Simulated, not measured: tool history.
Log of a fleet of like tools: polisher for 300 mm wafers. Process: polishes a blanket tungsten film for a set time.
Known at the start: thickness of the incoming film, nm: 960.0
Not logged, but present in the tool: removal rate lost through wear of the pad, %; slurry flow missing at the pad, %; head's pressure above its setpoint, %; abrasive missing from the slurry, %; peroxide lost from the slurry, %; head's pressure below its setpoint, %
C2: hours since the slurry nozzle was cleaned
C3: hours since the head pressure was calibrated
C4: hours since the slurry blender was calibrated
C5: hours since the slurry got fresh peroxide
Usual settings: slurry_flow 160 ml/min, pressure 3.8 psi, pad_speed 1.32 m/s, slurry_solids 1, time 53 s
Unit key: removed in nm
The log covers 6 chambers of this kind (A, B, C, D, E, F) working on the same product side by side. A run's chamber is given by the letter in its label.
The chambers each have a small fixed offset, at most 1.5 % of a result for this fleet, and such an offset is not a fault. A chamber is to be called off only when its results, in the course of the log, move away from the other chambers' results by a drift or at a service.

At hour 0.1: chamber C: slurry tank refilled with fresh slurry and peroxide.
At hour 1: chamber D: slurry tank refilled with fresh slurry and peroxide.
Run 1E, hour 4.7: usual settings; wafers polished on this pad 383; C2 178.5; C3 310.1; C4 8.9; C5 12.2. Result: removed 284.53 nm.
Run 2D, hour 7.4: usual settings; wafers polished on this pad 462; C2 564.7; C3 500.3; C4 59.9; C5 6.4. Result: removed 286.48 nm.
At hour 9.1: chamber E: slurry nozzle cleaned.
Run 3F, hour 11.4: usual settings; wafers polished on this pad 498; C2 91.8; C3 114.5; C4 135.1; C5 121.7. Result: removed 285.71 nm.
Run 4C, hour 15.3: usual settings; wafers polished on this pad 422; C2 600; C3 588.4; C4 121; C5 15.2. Result: removed 281.07 nm.
At hour 19.6: chamber D: worn pad replaced by a new one.
At hour 19.7: chamber A: slurry tank refilled with fresh slurry and peroxide.
Run 5B, hour 19.9: usual settings; wafers polished on this pad 339; C2 158.1; C3 524.4; C4 52.4; C5 46.2. Result: removed 291.07 nm.
Run 6A, hour 22.2: usual settings; wafers polished on this pad 995; C2 246.3; C3 147.5; C4 373.8; C5 2.5. Result: removed 282.69 nm.
Run 7B, hour 26.3: usual settings; wafers polished on this pad 387; C2 164.5; C3 530.8; C4 58.8; C5 52.6. Result: removed 290.65 nm.
Run 8A, hour 29.4: usual settings; wafers polished on this pad 1049; C2 253.5; C3 154.7; C4 381; C5 9.7. Result: removed 276.88 nm.
Run 9F, hour 33.8: usual settings; wafers polished on this pad 665; C2 114.2; C3 136.9; C4 157.5; C5 144.1. Result: removed 279.01 nm.
Run 10D, hour 37.6: usual settings; wafers polished on this pad 134; C2 594.9; C3 530.5; C4 90.1; C5 36.6. Result: removed 293.09 nm.
Run 11E, hour 41.5: usual settings; wafers polished on this pad 659; C2 32.5; C3 346.9; C4 45.7; C5 49. Result: removed 279.51 nm.
At hour 43.8: chamber E: slurry tank refilled with fresh slurry and peroxide.
Run 12C, hour 44.7: usual settings but slurry_flow 135 ml/min, pressure 2.7 psi; wafers polished on this pad 642; C2 629.4; C3 617.8; C4 150.4; C5 44.6. Result: removed 195.11 nm.
At hour 48.4: chamber D: slurry tank refilled with fresh slurry and peroxide.
Run 13C, hour 48.6: usual settings but slurry_flow 135 ml/min, pressure 2.7 psi; wafers polished on this pad 671; C2 633.3; C3 621.7; C4 154.3; C5 48.5. Result: removed 193.28 nm.
Run 14E, hour 51.8: usual settings but slurry_flow 135 ml/min, pressure 2.7 psi; wafers polished on this pad 736; C2 42.8; C3 357.2; C4 56; C5 8. Result: removed 193.05 nm.
At hour 55.3: chamber C: slurry nozzle cleaned.
Run 15A, hour 56.6: usual settings but slurry_flow 135 ml/min, pressure 2.7 psi; wafers polished on this pad 1252; C2 280.7; C3 181.9; C4 408.2; C5 36.9. Result: removed 191.48 nm.
At hour 57.2: chamber F: slurry tank refilled with fresh slurry and peroxide.
At hour 57.8: chamber F: worn pad replaced by a new one.
Run 16D, hour 61.3: usual settings but slurry_flow 135 ml/min, pressure 2.7 psi; wafers polished on this pad 312; C2 618.6; C3 554.2; C4 113.8; C5 13. Result: removed 195.55 nm.
At hour 62.4: chamber C: slurry tank refilled with fresh slurry and peroxide.
Run 17F, hour 64.4: usual settings but slurry_flow 135 ml/min, pressure 2.7 psi; wafers polished on this pad 49; C2 144.8; C3 167.5; C4 188.1; C5 7.2. Result: removed 197.46 nm.
At hour 66.3: chamber F: slurry blender recalibrated.
At hour 68.2: chamber A: worn pad replaced by a new one.
Run 18B, hour 68.4: usual settings; wafers polished on this pad 702; C2 206.6; C3 572.9; C4 100.9; C5 94.7. Result: removed 274.48 nm.
Run 19D, hour 71.3: usual settings; wafers polished on this pad 386; C2 628.6; C3 564.2; C4 123.8; C5 23. Result: removed 290.46 nm.
Run 20B, hour 75.5: usual settings; wafers polished on this pad 755; C2 213.7; C3 580; C4 108; C5 101.8. Result: removed 275.67 nm.
Run 21C, hour 79: usual settings; wafers polished on this pad 899; C2 23.8; C3 652.1; C4 184.7; C5 16.7. Result: removed 281.77 nm.
At hour 82: chamber D: worn pad replaced by a new one.
Run 22A, hour 82.2: usual settings; wafers polished on this pad 105; C2 306.3; C3 207.5; C4 433.8; C5 62.5. Result: removed 276.31 nm.
Run 23F, hour 84.6: usual settings; wafers polished on this pad 200; C2 165; C3 187.7; C4 18.3; C5 27.4. Result: removed 282.74 nm.
Run 24E, hour 88.4: usual settings; wafers polished on this pad 1010; C2 79.4; C3 393.8; C4 92.6; C5 44.6. Result: removed 287.65 nm.
At hour 90.8: chamber D: slurry blender recalibrated.
Run 25D, hour 91.1: usual settings; wafers polished on this pad 68; C2 648.4; C3 584; C4 0.4; C5 42.8. Result: removed 282.64 nm.
Run 26E, hour 94.1: usual settings; wafers polished on this pad 1052; C2 85.1; C3 399.5; C4 98.3; C5 50.3. Result: removed 285.22 nm.
At hour 96: chamber E: slurry tank refilled with fresh slurry and peroxide.
Run 27B, hour 98.3: usual settings; wafers polished on this pad 926; C2 236.5; C3 602.8; C4 130.8; C5 124.6. Result: removed 272.55 nm.
Run 28A, hour 102.5: usual settings; wafers polished on this pad 257; C2 326.6; C3 227.8; C4 454.1; C5 82.8. Result: removed 283.03 nm.
At hour 103.4: chamber D: slurry tank refilled with fresh slurry and peroxide.
Run 29F, hour 106.1: usual settings but slurry_flow 140 ml/min, pad_speed 1.6 m/s; wafers polished on this pad 361; C2 186.5; C3 209.2; C4 39.8; C5 48.9. Result: removed 340.72 nm.
At hour 107: chamber A: slurry blender recalibrated.
Run 30C, hour 108.5: usual settings but slurry_flow 140 ml/min, pad_speed 1.6 m/s; wafers polished on this pad 1119; C2 53.3; C3 681.6; C4 214.2; C5 46.2. Result: removed 337.98 nm.
Run 31F, hour 111.4: usual settings but slurry_flow 140 ml/min, pad_speed 1.6 m/s; wafers polished on this pad 401; C2 191.8; C3 214.5; C4 45.1; C5 54.2. Result: removed 336.61 nm.
Run 32E, hour 115.8: usual settings but slurry_flow 140 ml/min, pad_speed 1.6 m/s; wafers polished on this pad 1215; C2 106.8; C3 421.2; C4 120; C5 19.8. Result: removed 341.61 nm.
At hour 116.3: chamber C: worn pad replaced by a new one.
At hour 119.2: chamber E: worn pad replaced by a new one.
Run 33D, hour 119.9: usual settings but slurry_flow 140 ml/min, pad_speed 1.6 m/s; wafers polished on this pad 283; C2 677.2; C3 612.8; C4 29.2; C5 16.5. Result: removed 331.67 nm.
Run 34C, hour 123.6: usual settings but slurry_flow 140 ml/min, pad_speed 1.6 m/s; wafers polished on this pad 55; C2 68.4; C3 696.7; C4 229.3; C5 61.3. Result: removed 335.77 nm.
Run 35B, hour 125.7: usual settings; wafers polished on this pad 1131; C2 263.9; C3 630.2; C4 158.2; C5 152. Result: removed 266 nm.
Run 36A, hour 130.4: usual settings; wafers polished on this pad 466; C2 354.5; C3 255.7; C4 23.4; C5 110.7. Result: removed 281.97 nm.
Run 37C, hour 133.3: usual settings; wafers polished on this pad 127; C2 78.1; C3 706.4; C4 239; C5 71. Result: removed 278.31 nm.
Run 38F, hour 136.3: usual settings; wafers polished on this pad 587; C2 216.7; C3 239.4; C4 70; C5 79.1. Result: removed 279.54 nm.
At hour 137.3: chamber B: worn pad replaced by a new one.
Run 39A, hour 139.4: usual settings; wafers polished on this pad 533; C2 363.5; C3 264.7; C4 32.4; C5 119.7. Result: removed 277.34 nm.
At hour 143: chamber E: slurry tank refilled with fresh slurry and peroxide.
Run 40E, hour 144.2: usual settings; wafers polished on this pad 187; C2 135.2; C3 449.6; C4 148.4; C5 1.2. Result: removed 284.54 nm.
Run 41B, hour 147.7: usual settings; wafers polished on this pad 78; C2 285.9; C3 652.2; C4 180.2; C5 174. Result: removed 256.18 nm.
Run 42D, hour 150.1: usual settings; wafers polished on this pad 509; C2 707.4; C3 643; C4 59.4; C5 46.7. Result: removed 288.21 nm.
Run 43A, hour 154.6: usual settings; wafers polished on this pad 647; C2 378.7; C3 279.9; C4 47.6; C5 134.9. Result: removed 277.57 nm.
Run 44F, hour 157.1: usual settings; wafers polished on this pad 743; C2 237.5; C3 260.2; C4 90.8; C5 99.9. Result: removed 281.62 nm.

Next, all 6 chambers run the settings below, one line each with question marks for the results. What does each chamber give?
Run 45A, hour 160.5: usual settings but slurry_solids 0.75. Result: removed ?.
Run 45B, hour 160.5: usual settings but slurry_solids 0.75. Result: removed ?.
Run 45C, hour 160.5: usual settings but slurry_solids 0.75. Result: removed ?.
Run 45D, hour 160.5: usual settings but slurry_solids 0.75. Result: removed ?.
Run 45E, hour 160.5: usual settings but slurry_solids 0.75. Result: removed ?.
Run 45F, hour 160.5: usual settings but slurry_solids 0.75. Result: removed ?.

run  removed
45A   260.34
45B   233.64
45C   267.31
45D    265.9
45E   260.09
45F   270.63
